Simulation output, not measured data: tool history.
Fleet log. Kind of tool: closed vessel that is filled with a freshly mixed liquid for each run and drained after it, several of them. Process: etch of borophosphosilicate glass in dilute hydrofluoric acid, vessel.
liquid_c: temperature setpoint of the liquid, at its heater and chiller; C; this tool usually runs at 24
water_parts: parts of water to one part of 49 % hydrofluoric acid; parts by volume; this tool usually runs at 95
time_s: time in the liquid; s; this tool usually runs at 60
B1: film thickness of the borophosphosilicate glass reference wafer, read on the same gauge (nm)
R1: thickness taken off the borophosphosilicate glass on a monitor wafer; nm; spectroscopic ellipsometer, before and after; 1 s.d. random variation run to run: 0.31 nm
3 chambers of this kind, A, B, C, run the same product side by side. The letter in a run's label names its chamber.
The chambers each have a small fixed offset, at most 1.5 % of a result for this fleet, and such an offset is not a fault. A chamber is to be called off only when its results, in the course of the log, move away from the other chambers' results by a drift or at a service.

{"run": "1C", "hour": 12.2, "liquid_c": 24, "water_parts": 95, "time_s": 60, "B1": 140.01, "R1": 33.735}
{"run": "2B", "hour": 22.9, "liquid_c": 24, "water_parts": 95, "time_s": 60, "B1": 140, "R1": 32.776}
{"run": "3A", "hour": 33.0, "liquid_c": 24, "water_parts": 95, "time_s": 60, "B1": 139.99, "R1": 33.524}
{"run": "4C", "hour": 43.9, "liquid_c": 24, "water_parts": 95, "time_s": 60, "B1": 140.01, "R1": 33.803}
{"run": "5A", "hour": 51.7, "liquid_c": 24, "water_parts": 95, "time_s": 60, "B1": 139.99, "R1": 33.3}
{"run": "6B", "hour": 61.1, "liquid_c": 24, "water_parts": 95, "time_s": 60, "B1": 139.98, "R1": 33.029}
{"run": "7A", "hour": 70.9, "liquid_c": 24, "water_parts": 95, "time_s": 60, "B1": 140, "R1": 33.477}
{"run": "8C", "hour": 86.1, "liquid_c": 24, "water_parts": 95, "time_s": 60, "B1": 140.01, "R1": 33.406}
{"run": "9B", "hour": 95.6, "liquid_c": 24, "water_parts": 95, "time_s": 60, "B1": 139.99, "R1": 33.806}
{"run": "10C", "hour": 107.2, "liquid_c": 24, "water_parts": 95, "time_s": 60, "B1": 140.01, "R1": 33.945}
{"run": "11A", "hour": 114.3, "liquid_c": 24, "water_parts": 95, "time_s": 60, "B1": 140.01, "R1": 33.059}
{"run": "12B", "hour": 127.0, "liquid_c": 24, "water_parts": 95, "time_s": 60, "B1": 139.98, "R1": 33.02}
{"run": "13C", "hour": 140.4, "liquid_c": 24, "water_parts": 95, "time_s": 60, "B1": 140.01, "R1": 33.52}
{"run": "14A", "hour": 156.0, "liquid_c": 24, "water_parts": 95, "time_s": 60, "B1": 139.98, "R1": 33.719}
{"run": "15B", "hour": 170.9, "liquid_c": 24, "water_parts": 95, "time_s": 60, "B1": 139.99, "R1": 32.691}
{"hour": 173.4, "done": "chamber C: hydrofluoric acid flow meter replaced"}
{"hour": 180.7, "done": "chamber C: thermometer replaced"}
{"run": "16C", "hour": 183.2, "liquid_c": 24, "water_parts": 95, "time_s": 60, "B1": 140, "R1": 33.578}
{"run": "17B", "hour": 192.6, "liquid_c": 24, "water_parts": 95, "time_s": 60, "B1": 140, "R1": 33.075}
{"hour": 194.9, "done": "chamber A: hydrofluoric acid flow meter replaced"}
{"run": "18A", "hour": 201.9, "liquid_c": 24, "water_parts": 95, "time_s": 60, "B1": 139.99, "R1": 33.679}
{"run": "19B", "hour": 213.6, "liquid_c": 22.5, "water_parts": 95, "time_s": 40, "B1": 140, "R1": 21.007}
{"run": "20C", "hour": 223.2, "liquid_c": 22.5, "water_parts": 95, "time_s": 40, "B1": 140, "R1": 21.179}
{"run": "21A", "hour": 231.1, "liquid_c": 22.5, "water_parts": 95, "time_s": 40, "B1": 140.01, "R1": 20.953}

Each of the 3 chambers runs these same settings next. Fill in every chamber's results:
{"run": "22A", "hour": 242.3, "liquid_c": 24, "water_parts": 95, "time_s": 60, "R1": "?"}
{"run": "22B", "hour": 242.3, "liquid_c": 24, "water_parts": 95, "time_s": 60, "R1": "?"}
{"run": "22C", "hour": 242.3, "liquid_c": 24, "water_parts": 95, "time_s": 60, "R1": "?"}

run=22A R1=33.786
run=22B R1=32.753
run=22C R1=33.195
